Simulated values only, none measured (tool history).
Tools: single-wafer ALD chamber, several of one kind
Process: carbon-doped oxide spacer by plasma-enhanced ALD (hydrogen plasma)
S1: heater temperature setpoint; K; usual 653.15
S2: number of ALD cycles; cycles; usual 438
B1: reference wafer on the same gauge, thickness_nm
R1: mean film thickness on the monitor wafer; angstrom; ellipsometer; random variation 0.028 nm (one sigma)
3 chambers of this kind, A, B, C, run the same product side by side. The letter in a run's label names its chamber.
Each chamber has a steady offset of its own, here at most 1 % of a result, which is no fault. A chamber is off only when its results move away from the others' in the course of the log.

run   hour      S1   S2      B1      R1
 1B    4.9  653.15  438  21.589  218.21
 2C   11.6  653.15  438  21.599  220.74
 3A   18.1  653.15  438    21.6   218.9
 4A   22.3  653.15  438    21.6  218.86
 5B   29.4  653.15  438  21.579  218.73
 6C     36  653.15  438  21.582  220.35
 7A   42.8  653.15  438  21.576  219.33
 8C   47.7  653.15  438  21.574  220.06
 9B   54.7  653.15  438  21.575  218.27
10B   61.7  653.15  438  21.572  218.24
11A   65.4  653.15  438  21.572  218.74
12C   71.4  653.15  438  21.559  220.26
13C     75  653.15  438  21.564  219.78
14B   81.3  653.15  438  21.568  218.79
15A   85.6  653.15  438  21.555  218.75
16A     93  653.15  438  21.549  218.24
17C   99.8  653.15  438   21.55  220.24
18B  104.1  653.15  438  21.553  218.23
19B  110.3  653.15  438  21.547  218.17
20C  116.4  653.15  484   21.54   243.7
21A  123.7  653.15  484  21.532  241.35
22C  130.2  653.15  484  21.542  243.47
23B  133.7  653.15  438  21.536  217.79
24A  138.6  653.15  438  21.536  218.52
25B  142.3  653.15  438  21.533  217.44
26A  145.6  653.15  438  21.523  218.64
27C  149.3  653.15  438  21.526  219.93
28C  152.8  653.15  438  21.527   220.4
29B  159.3  653.15  438  21.524  217.96
30A  163.6  653.15  438  21.521  218.17
31C  169.7  653.15  438  21.513  219.98
32A  175.3  653.15  438  21.516  218.07
33B    182  653.15  438  21.508   217.6
34C  187.2  653.15  438  21.512  220.25
35B  194.2  653.15  438  21.506  217.38
36A  197.5  660.15  498  21.498  248.08
37C  201.3  660.15  498    21.5  249.92
38B  208.5  660.15  498  21.497  247.26
39A  213.7  653.15  438  21.491  218.23
40B  217.6  653.15  438  21.489  217.67
41C  221.2  653.15  438  21.488  219.48
42A  227.1  653.15  438  21.486  217.73
43C  231.1  653.15  438   21.48  219.65

All 3 chambers run these settings next. Forecast each chamber's results:
44A  236.4  653.15  438       ?
44B  236.4  653.15  438       ?
44C  236.4  653.15  438       ?

run      R1
44A  217.92
44B  217.75
44C  219.31
